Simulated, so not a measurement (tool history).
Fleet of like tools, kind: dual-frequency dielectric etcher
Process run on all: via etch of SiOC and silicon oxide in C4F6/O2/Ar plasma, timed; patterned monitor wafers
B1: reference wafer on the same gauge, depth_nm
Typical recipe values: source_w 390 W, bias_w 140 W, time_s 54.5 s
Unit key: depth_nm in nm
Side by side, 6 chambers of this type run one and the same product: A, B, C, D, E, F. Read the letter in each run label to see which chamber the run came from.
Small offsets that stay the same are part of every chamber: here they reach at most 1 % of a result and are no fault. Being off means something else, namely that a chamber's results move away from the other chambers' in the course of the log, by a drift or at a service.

Run 1E, day 0.312: usual settings; B1 55.412. Result: depth_nm 56.408 nm.
Run 2F, day 0.567: usual settings; B1 55.323. Result: depth_nm 55.866 nm.
Run 3A, day 0.842: usual settings; B1 55.458. Result: depth_nm 56.617 nm.
Run 4C, day 1.062: usual settings; B1 55.43. Result: depth_nm 56.414 nm.
Run 5D, day 1.471: usual settings but source_w 450 W, bias_w 171 W; B1 55.434. Result: depth_nm 63.016 nm.
Run 6B, day 1.854: usual settings but source_w 450 W, bias_w 171 W; B1 55.454. Result: depth_nm 63.361 nm.
Run 7F, day 2.083: usual settings but source_w 450 W, bias_w 171 W; B1 55.403. Result: depth_nm 62.868 nm.
At day 2.221: chamber D: wet clean of the chamber.
Run 8E, day 2.55: usual settings but source_w 450 W, bias_w 171 W; B1 55.47. Result: depth_nm 63.681 nm.
Run 9D, day 2.954: usual settings but source_w 450 W, bias_w 171 W; B1 55.393. Result: depth_nm 64.037 nm.
Run 10C, day 3.392: usual settings but source_w 450 W, bias_w 171 W; B1 55.337. Result: depth_nm 62.898 nm.
Run 11A, day 3.812: usual settings; B1 55.396. Result: depth_nm 56.281 nm.
Run 12B, day 4.021: usual settings; B1 55.479. Result: depth_nm 55.574 nm.
Run 13C, day 4.475: usual settings; B1 55.366. Result: depth_nm 56.605 nm.
Run 14E, day 4.908: usual settings; B1 55.398. Result: depth_nm 56.086 nm.
Run 15B, day 5.142: usual settings; B1 55.41. Result: depth_nm 56.005 nm.
Run 16D, day 5.6: usual settings; B1 55.449. Result: depth_nm 57.045 nm.
Run 17A, day 5.946: usual settings; B1 55.382. Result: depth_nm 55.958 nm.
Run 18F, day 6.325: usual settings; B1 55.474. Result: depth_nm 57.171 nm.
Run 19B, day 6.7: usual settings; B1 55.466. Result: depth_nm 56.107 nm.
Run 20E, day 7.15: usual settings; B1 55.403. Result: depth_nm 56.28 nm.
Run 21F, day 7.358: usual settings but source_w 340 W; B1 55.368. Result: depth_nm 54.52 nm.
Run 22C, day 7.667: usual settings but source_w 340 W; B1 55.322. Result: depth_nm 53.012 nm.
Run 23D, day 7.967: usual settings but source_w 340 W; B1 55.363. Result: depth_nm 52.996 nm.
Run 24A, day 8.383: usual settings but source_w 340 W; B1 55.371. Result: depth_nm 53.453 nm.
Run 25D, day 8.758: usual settings but source_w 340 W; B1 55.494. Result: depth_nm 53.474 nm.
Run 26F, day 8.967: usual settings but source_w 340 W; B1 55.505. Result: depth_nm 54.56 nm.
Run 27A, day 9.379: usual settings but source_w 330 W; B1 55.416. Result: depth_nm 52.764 nm.
Run 28E, day 9.621: usual settings but source_w 330 W; B1 55.37. Result: depth_nm 52.48 nm.
Run 29C, day 10: usual settings but source_w 330 W; B1 55.341. Result: depth_nm 52.875 nm.
At day 10.196: chamber C: wet clean of the chamber.
Run 30B, day 10.288: usual settings but source_w 330 W; B1 55.348. Result: depth_nm 52.242 nm.
Run 31D, day 10.567: usual settings but source_w 330 W; B1 55.36. Result: depth_nm 52.966 nm.
Run 32C, day 11.004: usual settings but source_w 330 W; B1 55.415. Result: depth_nm 52.642 nm.
Run 33A, day 11.271: usual settings; B1 55.325. Result: depth_nm 56.425 nm.
Run 34F, day 11.654: usual settings; B1 55.462. Result: depth_nm 58.397 nm.
Run 35B, day 12.012: usual settings; B1 55.406. Result: depth_nm 55.718 nm.
Run 36E, day 12.317: usual settings; B1 55.36. Result: depth_nm 56.475 nm.
Run 37B, day 12.746: usual settings; B1 55.436. Result: depth_nm 55.534 nm.
Run 38F, day 13.138: usual settings; B1 55.392. Result: depth_nm 58.899 nm.
Run 39E, day 13.383: usual settings but bias_w 113 W, time_s 65.5 s; B1 55.363. Result: depth_nm 63.797 nm.
Run 40C, day 13.6: usual settings but bias_w 113 W, time_s 65.5 s; B1 55.409. Result: depth_nm 63.23 nm.
At day 13.758: chamber F: source power generator calibrated.
Run 41A, day 13.812: usual settings but bias_w 113 W, time_s 65.5 s; B1 55.357. Result: depth_nm 63.101 nm.
Run 42D, day 14.129: usual settings but bias_w 113 W, time_s 65.5 s; B1 55.363. Result: depth_nm 63.431 nm.
Run 43F, day 14.517: usual settings but bias_w 113 W, time_s 65.5 s; B1 55.42. Result: depth_nm 66.716 nm.
Run 44C, day 14.75: usual settings but bias_w 113 W, time_s 65.5 s; B1 55.36. Result: depth_nm 63.011 nm.

Which is it: a chamber that has drifted or been left off by a service, a gauge drift common to all chambers, or only each chamber's usual small offset? If a chamber is off, name it and its likeliest cause.

Chamber F drifts away from the others.
Most likely cause: etch rate over this chamber's usual, % = 5.14.

Chamber F could run next with any of the 4 candidate recipes listed below; each alters the usual settings, and their results appear as question marks. Which one brings its results back in line with what the other chambers deliver on the usual settings?
Counts as in line when no further than this from what the other chambers average on the usual settings: depth_nm 1.1 nm
Run 45F-1, day 15.092: usual settings but bias_w 141 W, time_s 56.5 s. Result: depth_nm ?.
Run 45F-2, day 15.092: usual settings but time_s 54 s. Result: depth_nm ?.
Run 45F-3, day 15.092: usual settings but time_s 55 s. Result: depth_nm ?.
Run 45F-4, day 15.092: usual settings but source_w 360 W, bias_w 132 W. Result: depth_nm ?.

Usual-settings mean across the other chambers: depth_nm 56.201 nm
  run  depth_nm
45F-1    61.126
45F-2    58.295
45F-3    59.374
45F-4    56.014
45F-4 brings the chamber back in line.

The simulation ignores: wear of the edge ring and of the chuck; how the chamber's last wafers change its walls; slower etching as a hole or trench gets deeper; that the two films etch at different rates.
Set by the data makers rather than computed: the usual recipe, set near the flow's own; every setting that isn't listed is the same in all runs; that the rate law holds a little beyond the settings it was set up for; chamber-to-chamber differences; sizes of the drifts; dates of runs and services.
